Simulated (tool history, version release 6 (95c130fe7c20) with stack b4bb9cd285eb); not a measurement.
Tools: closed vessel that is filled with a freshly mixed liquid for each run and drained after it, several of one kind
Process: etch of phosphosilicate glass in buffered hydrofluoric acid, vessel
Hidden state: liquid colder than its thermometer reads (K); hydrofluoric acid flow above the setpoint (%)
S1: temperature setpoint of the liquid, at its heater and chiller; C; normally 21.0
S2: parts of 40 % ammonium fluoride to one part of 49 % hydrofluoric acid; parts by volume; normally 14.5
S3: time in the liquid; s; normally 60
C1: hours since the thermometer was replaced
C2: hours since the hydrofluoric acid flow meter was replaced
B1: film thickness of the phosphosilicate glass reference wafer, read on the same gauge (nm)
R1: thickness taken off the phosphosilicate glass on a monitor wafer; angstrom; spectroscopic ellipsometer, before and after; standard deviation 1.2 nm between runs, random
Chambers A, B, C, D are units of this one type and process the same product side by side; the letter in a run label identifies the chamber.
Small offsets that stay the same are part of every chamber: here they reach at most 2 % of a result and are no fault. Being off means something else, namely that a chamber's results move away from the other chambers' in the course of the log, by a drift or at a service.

| run | day | S1 | S2 | S3 | C1 | C2 | B1 | R1 |
|---|---|---|---|---|---|---|---|---|
| 1B | 0.292 | 21.0 | 14.5 | 60 | 1073.2 | 466.0 | 149.98 | 1848.0 |
| 2C | 0.617 | 21.0 | 14.5 | 60 | 829.7 | 195.0 | 150.01 | 1838.9 |
| 3D | 1.000 | 21.0 | 14.5 | 60 | 1070.0 | 1665.5 | 150.03 | 1806.1 |
|  | 1.179 | chamber B: hydrofluoric acid flow meter replaced |
| 4A | 1.567 | 21.0 | 14.5 | 60 | 818.8 | 1508.6 | 150.02 | 1830.5 |
| 5A | 1.950 | 21.0 | 14.5 | 60 | 828.0 | 1517.8 | 150.01 | 1799.7 |
|  | 2.079 | chamber D: thermometer replaced |
| 6C | 2.229 | 21.0 | 14.5 | 60 | 868.4 | 233.7 | 150.00 | 1831.0 |
| 7B | 2.679 | 21.0 | 14.5 | 60 | 1130.5 | 36.0 | 150.00 | 1840.7 |
| 8D | 3.000 | 25.0 | 14.5 | 60 | 22.1 | 1713.5 | 149.99 | 2280.2 |
| 9D | 3.450 | 25.0 | 14.5 | 60 | 32.9 | 1724.3 | 150.00 | 2274.3 |
| 10A | 3.829 | 25.0 | 14.5 | 60 | 873.1 | 1562.9 | 150.02 | 2255.4 |
| 11C | 4.321 | 25.0 | 14.5 | 60 | 918.6 | 283.9 | 150.03 | 2264.0 |
| 12B | 4.650 | 17.0 | 20.0 | 60 | 1177.8 | 83.3 | 150.03 | 1093.2 |
| 13B | 4.950 | 17.0 | 20.0 | 60 | 1185.0 | 90.5 | 150.02 | 1075.5 |
| 14A | 5.367 | 17.0 | 20.0 | 60 | 910.0 | 1599.8 | 150.01 | 1043.0 |
| 15D | 5.733 | 17.0 | 20.0 | 60 | 87.7 | 1779.1 | 150.02 | 1056.3 |
| 16C | 6.183 | 21.0 | 14.5 | 60 | 963.3 | 328.6 | 149.98 | 1840.7 |
| 17D | 6.588 | 21.0 | 14.5 | 60 | 108.2 | 1799.6 | 150.01 | 1833.4 |
|  | 6.854 | chamber D: hydrofluoric acid flow meter replaced |
| 18B | 7.096 | 21.0 | 14.5 | 60 | 1236.5 | 142.0 | 149.99 | 1845.3 |
| 19A | 7.554 | 17.5 | 14.5 | 60 | 962.5 | 1652.3 | 149.97 | 1496.8 |
| 20C | 7.854 | 17.5 | 14.5 | 60 | 1003.4 | 368.7 | 149.97 | 1516.4 |
| 21D | 8.438 | 17.5 | 14.5 | 60 | 152.6 | 38.0 | 149.99 | 1510.7 |
| 22A | 8.912 | 17.5 | 14.5 | 60 | 995.1 | 1684.9 | 149.98 | 1484.2 |
| 23B | 9.296 | 21.0 | 14.5 | 60 | 1289.3 | 194.8 | 150.01 | 1872.8 |
| 24C | 9.871 | 21.0 | 14.5 | 60 | 1051.8 | 417.1 | 150.00 | 1878.6 |
| 25A | 10.221 | 21.0 | 14.5 | 60 | 1026.5 | 1716.3 | 150.01 | 1812.6 |
| 26C | 10.754 | 21.0 | 14.5 | 60 | 1073.0 | 438.3 | 150.00 | 1894.5 |
| 27B | 11.233 | 21.0 | 14.5 | 60 | 1335.8 | 241.3 | 150.00 | 1861.3 |
| 28D | 11.500 | 21.0 | 14.5 | 60 | 226.1 | 111.5 | 150.00 | 1824.3 |
| 29C | 11.979 | 21.0 | 14.5 | 60 | 1102.4 | 467.7 | 150.03 | 1900.2 |
| 30B | 12.417 | 21.0 | 14.5 | 60 | 1364.2 | 269.7 | 150.02 | 1855.3 |
| 31A | 12.979 | 21.0 | 14.5 | 60 | 1092.7 | 1782.5 | 149.99 | 1800.3 |
| 32D | 13.404 | 21.0 | 14.5 | 60 | 271.8 | 157.2 | 149.99 | 1861.2 |
| 33C | 13.667 | 21.0 | 14.5 | 60 | 1142.9 | 508.2 | 150.01 | 1932.8 |
| 34B | 14.212 | 21.0 | 14.5 | 60 | 1407.3 | 312.8 | 150.02 | 1822.6 |
| 35A | 14.471 | 21.0 | 14.5 | 60 | 1128.5 | 1818.3 | 150.01 | 1830.3 |
| 36D | 14.783 | 21.0 | 14.5 | 60 | 304.9 | 190.3 | 150.01 | 1835.1 |
| 37B | 15.346 | 21.0 | 14.5 | 60 | 1434.5 | 340.0 | 150.01 | 1844.4 |
| 38C | 15.808 | 21.0 | 14.5 | 60 | 1194.3 | 559.6 | 149.98 | 1944.1 |
| 39A | 16.171 | 21.0 | 14.5 | 60 | 1169.3 | 1859.1 | 150.02 | 1803.4 |
| 40D | 16.588 | 21.0 | 14.5 | 60 | 348.2 | 233.6 | 150.03 | 1798.5 |
| 41C | 17.083 | 21.0 | 14.5 | 60 | 1224.9 | 590.2 | 150.00 | 1970.9 |
| 42A | 17.617 | 21.0 | 14.5 | 60 | 1204.0 | 1893.8 | 150.02 | 1818.6 |

Does one chamber stand apart from the rest, does the shared gauge drift, or is all well apart from small per-chamber offsets? Give the chamber and the most likely cause, where there is one.

Little by little, chamber C moves away from the other chambers.
Cause: hydrofluoric acid flow above the setpoint (%) = 8.2.
The log might look much the same if the cause were instead: liquid hotter than its thermometer reads (K).

Here are 4 candidates for chamber C's next run, each the usual settings with a change, their results left as question marks. Which one brings its results back in line with what the others give on the usual settings?
Allowed miss from the other chambers' usual-settings mean, per result, to count as in line: R1 42.0 angstrom
| 43C-1 | 18.038 | 21.5 | 14.5 | 60 |  |  |  | ? |
| 43C-2 | 18.038 | 21.0 | 13.5 | 60 |  |  |  | ? |
| 43C-3 | 18.038 | 20.5 | 14.5 | 60 |  |  |  | ? |
| 43C-4 | 18.038 | 20.5 | 15.0 | 60 |  |  |  | ? |

Other chambers, usual settings, mean: R1 1828.8 angstrom
| run | R1 |
|---|---|
| 43C-1 | 2013.6 |
| 43C-2 | 2100.5 |
| 43C-3 | 1904.6 |
| 43C-4 | 1842.3 |
43C-4 is the one that brings the chamber's results back in line with the other chambers.
